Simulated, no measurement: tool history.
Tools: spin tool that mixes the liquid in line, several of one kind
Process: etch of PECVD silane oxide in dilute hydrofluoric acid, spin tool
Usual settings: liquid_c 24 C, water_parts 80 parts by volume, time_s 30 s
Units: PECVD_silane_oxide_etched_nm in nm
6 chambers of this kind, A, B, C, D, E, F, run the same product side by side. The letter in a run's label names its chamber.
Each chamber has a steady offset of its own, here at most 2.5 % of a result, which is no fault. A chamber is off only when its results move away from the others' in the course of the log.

| run | hour | liquid_c | water_parts | time_s | read-back film thickness of the PECVD silane oxide reference wafer, read on the same gauge (nm) | PECVD_silane_oxide_etched_nm |
|---|---|---|---|---|---|---|
|  | 10.9 | chamber E: hydrofluoric acid flow meter replaced |
| 1F | 11.5 | 24 | 80 | 30 | 150 | 9.3002 |
| 2B | 22.7 | 24 | 80 | 30 | 150 | 9.3706 |
| 3E | 30.8 | 24 | 80 | 30 | 150.01 | 9.4255 |
| 4C | 38.5 | 24 | 80 | 30 | 150 | 9.3337 |
| 5D | 51.6 | 24 | 80 | 30 | 150.02 | 9.5104 |
| 6A | 61 | 24 | 80 | 30 | 150.01 | 9.3204 |
| 7B | 74.1 | 24 | 80 | 30 | 150 | 9.3477 |
| 8D | 87.4 | 21.5 | 80 | 30 | 150.02 | 8.7181 |
| 9C | 104 | 21.5 | 80 | 30 | 149.99 | 8.4341 |
|  | 112.8 | chamber B: thermometer replaced |
| 10E | 114.6 | 21.5 | 80 | 30 | 150.03 | 8.651 |
| 11A | 130.1 | 21.5 | 80 | 30 | 150.01 | 8.3473 |
| 12F | 140.9 | 21.5 | 80 | 30 | 150.04 | 8.4345 |
|  | 145.6 | chamber F: thermometer replaced |
| 13E | 148.8 | 21.5 | 80 | 30 | 149.98 | 8.3508 |
| 14C | 157.8 | 24 | 80 | 30 | 149.98 | 9.3537 |
|  | 158.9 | chamber F: hydrofluoric acid flow meter replaced |
| 15B | 169.3 | 24 | 80 | 30 | 150.03 | 9.441 |
| 16D | 178.5 | 24 | 80 | 30 | 150.02 | 9.5829 |
| 17F | 187.2 | 24 | 80 | 30 | 150 | 9.3601 |
| 18A | 197 | 24 | 80 | 30 | 149.99 | 9.4528 |
| 19E | 208.9 | 21.5 | 80 | 30 | 150 | 8.4088 |
| 20A | 219.2 | 21.5 | 80 | 30 | 150.02 | 8.5925 |
| 21C | 229.3 | 21.5 | 80 | 30 | 149.97 | 8.5014 |
| 22B | 241.4 | 21.5 | 80 | 30 | 149.99 | 8.377 |
| 23F | 254.3 | 21.5 | 80 | 30 | 149.98 | 8.4725 |
| 24D | 264.5 | 21.5 | 80 | 30 | 150.01 | 8.6854 |
| 25C | 275.7 | 24 | 80 | 30 | 150.01 | 9.5245 |
| 26D | 291.9 | 22.5 | 95 | 30 | 149.99 | 7.4506 |
| 27E | 305.6 | 22.5 | 95 | 30 | 150.05 | 7.2931 |
| 28B | 314.1 | 22.5 | 95 | 30 | 149.98 | 7.2478 |
| 29A | 321.4 | 22.5 | 95 | 30 | 150 | 7.3123 |
| 30F | 336.7 | 22.5 | 95 | 30 | 150.01 | 7.199 |
|  | 340.7 | chamber A: hydrofluoric acid flow meter replaced |
| 31F | 353.2 | 22.5 | 95 | 30 | 149.99 | 7.2425 |
| 32E | 365.1 | 19.5 | 80 | 50 | 150.03 | 13.183 |
| 33D | 381.2 | 19.5 | 80 | 50 | 149.99 | 13.147 |
| 34A | 388.5 | 19.5 | 80 | 50 | 150.05 | 13.108 |
| 35C | 401.8 | 19.5 | 80 | 50 | 150 | 12.981 |
| 36B | 409.1 | 19.5 | 80 | 50 | 150.02 | 13.156 |
| 37E | 422.3 | 19.5 | 80 | 50 | 149.99 | 13.133 |
| 38F | 436.2 | 24 | 80 | 30 | 149.99 | 9.2801 |
| 39A | 450.7 | 24 | 80 | 30 | 150 | 9.3237 |

Next, every chamber runs the same settings. What will each give?
| 40A | 462.6 | 24 | 60 | 30 |  | ? |
| 40B | 462.6 | 24 | 60 | 30 |  | ? |
| 40C | 462.6 | 24 | 60 | 30 |  | ? |
| 40D | 462.6 | 24 | 60 | 30 |  | ? |
| 40E | 462.6 | 24 | 60 | 30 |  | ? |
| 40F | 462.6 | 24 | 60 | 30 |  | ? |

| run | PECVD_silane_oxide_etched_nm |
|---|---|
| 40A | 12.805 |
| 40B | 12.755 |
| 40C | 12.881 |
| 40D | 13.004 |
| 40E | 12.809 |
| 40F | 12.767 |
